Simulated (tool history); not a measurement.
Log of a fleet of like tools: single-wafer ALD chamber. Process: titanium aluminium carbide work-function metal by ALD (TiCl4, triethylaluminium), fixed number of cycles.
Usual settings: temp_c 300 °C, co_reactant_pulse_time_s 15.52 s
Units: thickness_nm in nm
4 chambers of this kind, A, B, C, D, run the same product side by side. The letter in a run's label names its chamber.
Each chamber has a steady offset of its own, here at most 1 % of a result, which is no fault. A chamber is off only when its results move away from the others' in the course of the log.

run,hour,temp_c,co_reactant_pulse_time_s,hours since the last thermocouple change,hours since the last triethylaluminium bottle change,"read-back reference wafer on the same gauge, thickness_nm",thickness_nm
1C,5.3,300,15.52,1347.9,1120.9,2.3900,2.0517
2B,11.5,300,15.52,950.7,263.0,2.3899,2.0403
3A,15.3,300,15.52,591.7,23.1,2.3891,2.0608
4D,22.3,300,15.52,620.4,419.5,2.3919,2.0402
# hour 29.0: chamber B: thermocouple changed; heater temperature recalibrated
5B,30.1,300,15.52,1.1,281.6,2.3910,2.0517
6C,34.6,300,15.52,1377.2,1150.2,2.3896,2.0557
7D,41.0,300,15.52,639.1,438.2,2.3919,2.0404
8A,46.1,300,15.52,622.5,53.9,2.3907,2.0585
9A,51.1,300,15.52,627.5,58.9,2.3905,2.0610
10D,58.9,300,15.52,657.0,456.1,2.3895,2.0471
11C,64.2,314,19.18,1406.8,1179.8,2.3889,2.1904
12B,71.7,314,19.18,42.7,323.2,2.3893,2.1786
13C,76.3,314,19.18,1418.9,1191.9,2.3903,2.1843
14D,80.6,314,19.18,678.7,477.8,2.3904,2.1744
15A,87.8,300,15.52,664.2,95.6,2.3897,2.0525
16B,94.3,300,15.52,65.3,345.8,2.3897,2.0364
17D,100.3,300,15.52,698.4,497.5,2.3912,2.0375
18B,104.8,300,15.52,75.8,356.3,2.3898,2.0431
19A,110.8,300,15.52,687.2,118.6,2.3898,2.0584
20C,118.3,300,15.52,1460.9,1233.9,2.3905,2.0495
21C,122.9,300,15.52,1465.5,1238.5,2.3897,2.0536
22D,127.6,300,15.52,725.7,524.8,2.3898,2.0324
23A,133.0,300,15.52,709.4,140.8,2.3902,2.0634
24B,141.0,300,15.52,112.0,392.5,2.3907,2.0417
25B,145.5,300,15.52,116.5,397.0,2.3915,2.0481
26D,151.6,300,15.52,749.7,548.8,2.3907,2.0347
27A,159.3,300,15.52,735.7,167.1,2.3892,2.0635
28C,166.3,300,15.52,1508.9,1281.9,2.3897,2.0503
29A,173.2,300,15.52,749.6,181.0,2.3899,2.0583
30D,178.3,300,15.52,776.4,575.5,2.3892,2.0278
31B,186.1,300,15.52,157.1,437.6,2.3889,2.0416
32C,191.2,300,15.52,1533.8,1306.8,2.3898,2.0526
33A,195.7,300,15.52,772.1,203.5,2.3904,2.0652
34C,199.7,300,15.52,1542.3,1315.3,2.3902,2.0551
35D,204.4,313,18.56,802.5,601.6,2.3891,2.1614
36B,211.6,313,18.56,182.6,463.1,2.3895,2.1742
37B,218.1,313,18.56,189.1,469.6,2.3887,2.1718
38A,224.4,313,18.56,800.8,232.2,2.3911,2.1822
39D,231.4,300,15.52,829.5,628.6,2.3891,2.0160

Is one chamber off against the others, does the gauge drift, or is nothing wrong? If a chamber is off, say which, and what the likeliest cause is.

Chamber D drifts away from the others.
Cause: triethylaluminium dose below that of a fresh bottle (%) = 26.4.
The log may not tell that from: wafer temperature below the value expected at the setpoint (K).

Here are 4 candidates for chamber D's next run, each the usual settings with a change, their results left as question marks. Which one brings its results back in line with what the others give on the usual settings?
In line means no further than this from the other chambers' mean on the usual settings: thickness_nm 0.0160 nm
40D-1,237.2,297,14.86,,,,?
40D-2,237.2,303,16.18,,,,?
40D-3,237.2,306,16.70,,,,?
40D-4,237.2,294,14.34,,,,?

The other chambers' mean on the usual settings: thickness_nm 2.0523 nm
run,thickness_nm
40D-1,1.9808
40D-2,2.0471
40D-3,2.0780
40D-4,1.9481
40D-2 brings the chamber back in line.
